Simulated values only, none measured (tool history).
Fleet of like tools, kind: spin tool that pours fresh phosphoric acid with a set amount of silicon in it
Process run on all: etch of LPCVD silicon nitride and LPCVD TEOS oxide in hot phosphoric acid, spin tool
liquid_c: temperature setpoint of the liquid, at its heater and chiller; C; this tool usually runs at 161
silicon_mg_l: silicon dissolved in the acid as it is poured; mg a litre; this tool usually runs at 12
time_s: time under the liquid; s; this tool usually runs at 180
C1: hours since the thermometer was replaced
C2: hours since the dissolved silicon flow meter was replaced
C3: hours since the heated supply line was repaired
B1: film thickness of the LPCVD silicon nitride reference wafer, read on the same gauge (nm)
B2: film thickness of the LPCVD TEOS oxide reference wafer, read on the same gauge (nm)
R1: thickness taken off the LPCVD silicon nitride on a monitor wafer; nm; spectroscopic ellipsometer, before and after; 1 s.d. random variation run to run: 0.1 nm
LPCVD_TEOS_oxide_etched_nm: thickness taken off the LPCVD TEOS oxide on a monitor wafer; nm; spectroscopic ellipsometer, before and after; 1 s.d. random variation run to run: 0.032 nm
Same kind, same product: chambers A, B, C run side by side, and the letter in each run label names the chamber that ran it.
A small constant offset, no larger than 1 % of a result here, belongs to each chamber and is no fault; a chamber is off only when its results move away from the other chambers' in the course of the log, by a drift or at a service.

Run 1A, day 0.212: usual settings; C1 204.2; C2 971; C3 624.4; B1 150; B2 39.984. Result: R1 17.656 nm, LPCVD_TEOS_oxide_etched_nm 0.4708 nm.
Run 2C, day 0.371: usual settings; C1 625.2; C2 60.2; C3 1906; B1 150.02; B2 39.993. Result: R1 17.765 nm, LPCVD_TEOS_oxide_etched_nm 0.46581 nm.
Run 3B, day 0.5: usual settings; C1 592.3; C2 21.9; C3 1256.7; B1 150.02; B2 39.984. Result: R1 17.671 nm, LPCVD_TEOS_oxide_etched_nm 0.48801 nm.
Run 4A, day 0.612: usual settings; C1 213.8; C2 980.6; C3 634; B1 150.01; B2 40.009. Result: R1 17.886 nm, LPCVD_TEOS_oxide_etched_nm 0.52983 nm.
Run 5C, day 0.858: usual settings but silicon_mg_l 8 mg a litre, time_s 215 s; C1 636.9; C2 71.9; C3 1917.7; B1 150.04; B2 40.014. Result: R1 20.99 nm, LPCVD_TEOS_oxide_etched_nm 0.6533 nm.
Run 6B, day 1.012: usual settings but silicon_mg_l 8 mg a litre, time_s 215 s; C1 604.6; C2 34.2; C3 1269; B1 149.99; B2 40.001. Result: R1 21.127 nm, LPCVD_TEOS_oxide_etched_nm 0.62556 nm.
Run 7A, day 1.2: usual settings but silicon_mg_l 8 mg a litre, time_s 215 s; C1 227.9; C2 994.7; C3 648.1; B1 150.02; B2 39.957. Result: R1 20.916 nm, LPCVD_TEOS_oxide_etched_nm 0.63117 nm.
Run 8C, day 1.35: usual settings; C1 648.7; C2 83.7; C3 1929.5; B1 150.04; B2 40.008. Result: R1 17.517 nm, LPCVD_TEOS_oxide_etched_nm 0.53869 nm.
Run 9B, day 1.504: usual settings but liquid_c 162.5 C, silicon_mg_l 20.5 mg a litre; C1 616.4; C2 46; C3 1280.8; B1 150.01; B2 39.99. Result: R1 18.666 nm, LPCVD_TEOS_oxide_etched_nm 0.40583 nm.
Run 10A, day 1.675: usual settings but liquid_c 162.5 C, silicon_mg_l 20.5 mg a litre; C1 239.3; C2 1006.1; C3 659.5; B1 150.02; B2 40.003. Result: R1 18.811 nm, LPCVD_TEOS_oxide_etched_nm 0.51389 nm.
Run 11C, day 1.833: usual settings but liquid_c 162.5 C, silicon_mg_l 20.5 mg a litre; C1 660.3; C2 95.3; C3 1941.1; B1 150; B2 40.008. Result: R1 18.565 nm, LPCVD_TEOS_oxide_etched_nm 0.42477 nm.
Run 12B, day 2.058: usual settings but silicon_mg_l 5.5 mg a litre; C1 629.7; C2 59.3; C3 1294.1; B1 150; B2 39.972. Result: R1 17.824 nm, LPCVD_TEOS_oxide_etched_nm 0.53222 nm.
Run 13A, day 2.25: usual settings but silicon_mg_l 5.5 mg a litre; C1 253.1; C2 1019.9; C3 673.3; B1 150.02; B2 40.005. Result: R1 17.926 nm, LPCVD_TEOS_oxide_etched_nm 0.50868 nm.
Run 14C, day 2.396: usual settings but silicon_mg_l 5.5 mg a litre; C1 673.8; C2 108.8; C3 1954.6; B1 149.98; B2 40.006. Result: R1 17.402 nm, LPCVD_TEOS_oxide_etched_nm 0.57102 nm.
Run 15B, day 2.588: usual settings; C1 642.4; C2 72; C3 1306.8; B1 150.01; B2 39.997. Result: R1 17.619 nm, LPCVD_TEOS_oxide_etched_nm 0.49261 nm.
Run 16C, day 2.767: usual settings but silicon_mg_l 19.5 mg a litre; C1 682.7; C2 117.7; C3 1963.5; B1 149.97; B2 39.999. Result: R1 17.612 nm, LPCVD_TEOS_oxide_etched_nm 0.39786 nm.
Run 17A, day 2.904: usual settings but silicon_mg_l 19.5 mg a litre; C1 268.8; C2 1035.6; C3 689; B1 150.01; B2 39.995. Result: R1 17.615 nm, LPCVD_TEOS_oxide_etched_nm 0.42676 nm.
Run 18B, day 3.038: usual settings but silicon_mg_l 19.5 mg a litre; C1 653.2; C2 82.8; C3 1317.6; B1 150.02; B2 40.025. Result: R1 17.585 nm, LPCVD_TEOS_oxide_etched_nm 0.37839 nm.
Run 19A, day 3.283: usual settings; C1 277.9; C2 1044.7; C3 698.1; B1 150.03; B2 40.019. Result: R1 17.952 nm, LPCVD_TEOS_oxide_etched_nm 0.55133 nm.
Run 20B, day 3.408: usual settings; C1 662.1; C2 91.7; C3 1326.5; B1 150; B2 40.014. Result: R1 17.46 nm, LPCVD_TEOS_oxide_etched_nm 0.46171 nm.
Run 21C, day 3.521: usual settings; C1 700.8; C2 135.8; C3 1981.6; B1 150; B2 39.992. Result: R1 17.671 nm, LPCVD_TEOS_oxide_etched_nm 0.44737 nm.
Run 22C, day 3.762: usual settings; C1 706.6; C2 141.6; C3 1987.4; B1 150.01; B2 40.017. Result: R1 17.68 nm, LPCVD_TEOS_oxide_etched_nm 0.47372 nm.
Run 23B, day 3.892: usual settings; C1 673.7; C2 103.3; C3 1338.1; B1 150.01; B2 40.001. Result: R1 17.422 nm, LPCVD_TEOS_oxide_etched_nm 0.47463 nm.
Run 24A, day 4.088: usual settings; C1 297.2; C2 1064; C3 717.4; B1 150.01; B2 40.035. Result: R1 17.825 nm, LPCVD_TEOS_oxide_etched_nm 0.47691 nm.
Run 25B, day 4.267: usual settings; C1 682.7; C2 112.3; C3 1347.1; B1 149.99; B2 40.03. Result: R1 17.375 nm, LPCVD_TEOS_oxide_etched_nm 0.51503 nm.
Run 26C, day 4.412: usual settings; C1 722.2; C2 157.2; C3 2003; B1 149.96; B2 40.017. Result: R1 17.71 nm, LPCVD_TEOS_oxide_etched_nm 0.48349 nm.
Run 27A, day 4.633: usual settings; C1 310.3; C2 1077.1; C3 730.5; B1 149.98; B2 40.044. Result: R1 17.77 nm, LPCVD_TEOS_oxide_etched_nm 0.51254 nm.
Run 28B, day 4.796: usual settings but time_s 135 s; C1 695.4; C2 125; C3 1359.8; B1 150; B2 39.984. Result: R1 12.982 nm, LPCVD_TEOS_oxide_etched_nm 0.331 nm.
Run 29A, day 5.017: usual settings but time_s 135 s; C1 319.5; C2 1086.3; C3 739.7; B1 149.99; B2 40.034. Result: R1 13.358 nm, LPCVD_TEOS_oxide_etched_nm 0.37708 nm.
Run 30C, day 5.171: usual settings but time_s 135 s; C1 740.4; C2 175.4; C3 2021.2; B1 149.98; B2 39.999. Result: R1 13.118 nm, LPCVD_TEOS_oxide_etched_nm 0.34657 nm.
Run 31C, day 5.388: usual settings; C1 745.6; C2 180.6; C3 2026.4; B1 150; B2 39.982. Result: R1 17.829 nm, LPCVD_TEOS_oxide_etched_nm 0.4992 nm.
Run 32A, day 5.612: usual settings; C1 333.8; C2 1100.6; C3 754; B1 150; B2 40.028. Result: R1 18.091 nm, LPCVD_TEOS_oxide_etched_nm 0.49269 nm.
Run 33B, day 5.792: usual settings; C1 719.3; C2 148.9; C3 1383.7; B1 150; B2 39.96. Result: R1 17.264 nm, LPCVD_TEOS_oxide_etched_nm 0.44116 nm.
Run 34C, day 5.921: usual settings; C1 758.4; C2 193.4; C3 2039.2; B1 150; B2 40.033. Result: R1 17.63 nm, LPCVD_TEOS_oxide_etched_nm 0.52511 nm.
Run 35A, day 6.104: usual settings; C1 345.6; C2 1112.4; C3 765.8; B1 150.02; B2 40.028. Result: R1 17.841 nm, LPCVD_TEOS_oxide_etched_nm 0.4889 nm.
Run 36B, day 6.283: usual settings; C1 731.1; C2 160.7; C3 1395.5; B1 149.97; B2 39.974. Result: R1 17.33 nm, LPCVD_TEOS_oxide_etched_nm 0.49091 nm.
Run 37B, day 6.533: usual settings; C1 737.1; C2 166.7; C3 1401.5; B1 149.97; B2 40.011. Result: R1 17.241 nm, LPCVD_TEOS_oxide_etched_nm 0.40116 nm.
Run 38A, day 6.742: usual settings; C1 360.9; C2 1127.7; C3 781.1; B1 149.98; B2 40.008. Result: R1 17.9 nm, LPCVD_TEOS_oxide_etched_nm 0.48158 nm.
Run 39C, day 6.979: usual settings; C1 783.8; C2 218.8; C3 2064.6; B1 150.01; B2 40.047. Result: R1 17.375 nm, LPCVD_TEOS_oxide_etched_nm 0.50069 nm.
Run 40B, day 7.162: usual settings; C1 752.2; C2 181.8; C3 1416.6; B1 150.01; B2 39.996. Result: R1 17.07 nm, LPCVD_TEOS_oxide_etched_nm 0.47099 nm.

Next, every chamber runs the same settings. What will each give?
Run 41A, day 7.342: usual settings. Result: R1 ?, LPCVD_TEOS_oxide_etched_nm ?.
Run 41B, day 7.342: usual settings. Result: R1 ?, LPCVD_TEOS_oxide_etched_nm ?.
Run 41C, day 7.342: usual settings. Result: R1 ?, LPCVD_TEOS_oxide_etched_nm ?.

run      R1  LPCVD_TEOS_oxide_etched_nm
41A  17.672                     0.56529
41B  17.048                     0.43313
41C  17.581                     0.46182

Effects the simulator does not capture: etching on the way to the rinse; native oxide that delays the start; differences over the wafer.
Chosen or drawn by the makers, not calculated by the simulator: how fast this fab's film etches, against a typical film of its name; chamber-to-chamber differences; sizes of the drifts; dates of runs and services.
